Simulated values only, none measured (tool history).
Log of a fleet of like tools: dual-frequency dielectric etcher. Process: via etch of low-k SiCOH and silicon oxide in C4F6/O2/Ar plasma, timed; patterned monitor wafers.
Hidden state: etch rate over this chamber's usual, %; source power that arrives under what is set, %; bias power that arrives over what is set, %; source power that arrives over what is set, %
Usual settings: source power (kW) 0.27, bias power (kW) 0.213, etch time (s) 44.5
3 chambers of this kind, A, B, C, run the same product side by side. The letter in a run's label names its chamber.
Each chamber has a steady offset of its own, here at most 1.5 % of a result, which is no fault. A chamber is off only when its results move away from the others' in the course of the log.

run    day  source power (kW)  bias power (kW)  etch time (s)  hours since the last wet clean  hours since the last source power generator calibration  hours since the last bias power generator calibration  read-back reference wafer on the same gauge, depth_nm  mean etch depth across the wafer (Å)
 1C  0.175               0.27            0.213           44.5                           347.4                                                    653.3                                                 1081.2                                                 84.023                                  1055
 2A  0.471               0.27            0.213           44.5                           208.2                                                    983.2                                                  299.6                                                 83.986                                1069.9
 3B  0.608               0.27            0.213           44.5                            66.1                                                    903.3                                                  738.9                                                 83.968                                1063.3
 4C  0.862               0.27            0.213           44.5                           363.9                                                    669.8                                                 1097.7                                                 84.061                                1054.5
 5A  1.142               0.27            0.213           44.5                           224.3                                                    999.3                                                  315.7                                                 83.954                                  1067
 6B  1.325               0.27            0.213             50                            83.3                                                    920.5                                                  756.1                                                 83.973                                1198.9
 7C  1.508               0.27            0.213             50                           379.4                                                    685.3                                                 1113.2                                                 83.997                                1184.1
 8A  1.742               0.27            0.213             50                           238.7                                                   1013.7                                                  330.1                                                 83.999                                1201.7
 9B  1.942               0.27            0.213           44.5                            98.1                                                    935.3                                                  770.9                                                 83.956                                1055.8
10A  2.138               0.27            0.213           44.5                           248.2                                                   1023.2                                                  339.6                                                 83.971                                1070.4
     2.192  -- chamber C: wet clean of the chamber
11C  2.442               0.27            0.213           44.5                             6.1                                                    707.7                                                 1135.6                                                 83.956                                1083.6
12B  2.608               0.27            0.213           44.5                           114.1                                                    951.3                                                  786.9                                                 83.932                                1060.4
13B  2.762               0.27            0.213           44.5                           117.8                                                      955                                                  790.6                                                  84.01                                1055.3
14A  3.008               0.27            0.213           44.5                           269.1                                                   1044.1                                                  360.5                                                 83.975                                1064.8
15C  3.308               0.27            0.213           44.5                            26.9                                                    728.5                                                 1156.4                                                 84.032                                1090.5
16A  3.558               0.27            0.213           44.5                           282.3                                                   1057.3                                                  373.7                                                 83.948                                1067.2
17B  3.742               0.27            0.213           44.5                           141.3                                                    978.5                                                  814.1                                                 84.012                                  1059
18C  3.938               0.24            0.197           44.5                              42                                                    743.6                                                 1171.5                                                 83.987                                1012.9
19A  4.233               0.24            0.197           44.5                           298.5                                                   1073.5                                                  389.9                                                 84.009                                995.87
20B  4.512               0.24            0.197           44.5                           159.8                                                      997                                                  832.6                                                 83.998                                988.17
21C   4.75               0.27            0.213           44.5                            61.5                                                    763.1                                                   1191                                                 84.001                                1091.6
22B  4.938                0.3            0.195           44.5                             170                                                   1007.2                                                  842.8                                                 83.985                                1072.2
23C  5.158                0.3            0.195           44.5                            71.3                                                    772.9                                                 1200.8                                                 84.039                                  1099
24A  5.354                0.3            0.195           44.5                           325.4                                                   1100.4                                                  416.8                                                 84.021                                1082.1
25C  5.583               0.27            0.213           44.5                            81.5                                                    783.1                                                   1211                                                 83.986                                1086.7
26B  5.762               0.27            0.213           44.5                           189.8                                                     1027                                                  862.6                                                 84.017                                1063.2
27A  5.954               0.27            0.213           44.5                           339.8                                                   1114.8                                                  431.2                                                 84.001                                1066.2
28B  6.188               0.27            0.213           44.5                             200                                                   1037.2                                                  872.8                                                     84                                1068.9
29A  6.438               0.23            0.213             56                           351.4                                                   1126.4                                                  442.8                                                  84.02                                1265.8
30C  6.717               0.23            0.213             56                           108.7                                                    810.3                                                 1238.2                                                 84.041                                1292.3
31A  6.962               0.23            0.213             56                             364                                                     1139                                                  455.4                                                 84.013                                1263.7

All 3 chambers run these settings next. Forecast each chamber's results:
32A  7.179               0.31            0.213           44.5                                                                                                                                                                                                                                            ?
32B  7.179               0.31            0.213           44.5                                                                                                                                                                                                                                            ?
32C  7.179               0.31            0.213           44.5                                                                                                                                                                                                                                            ?

run  mean etch depth across the wafer (Å)
32A                                1118.3
32B                                1115.6
32C                                  1149

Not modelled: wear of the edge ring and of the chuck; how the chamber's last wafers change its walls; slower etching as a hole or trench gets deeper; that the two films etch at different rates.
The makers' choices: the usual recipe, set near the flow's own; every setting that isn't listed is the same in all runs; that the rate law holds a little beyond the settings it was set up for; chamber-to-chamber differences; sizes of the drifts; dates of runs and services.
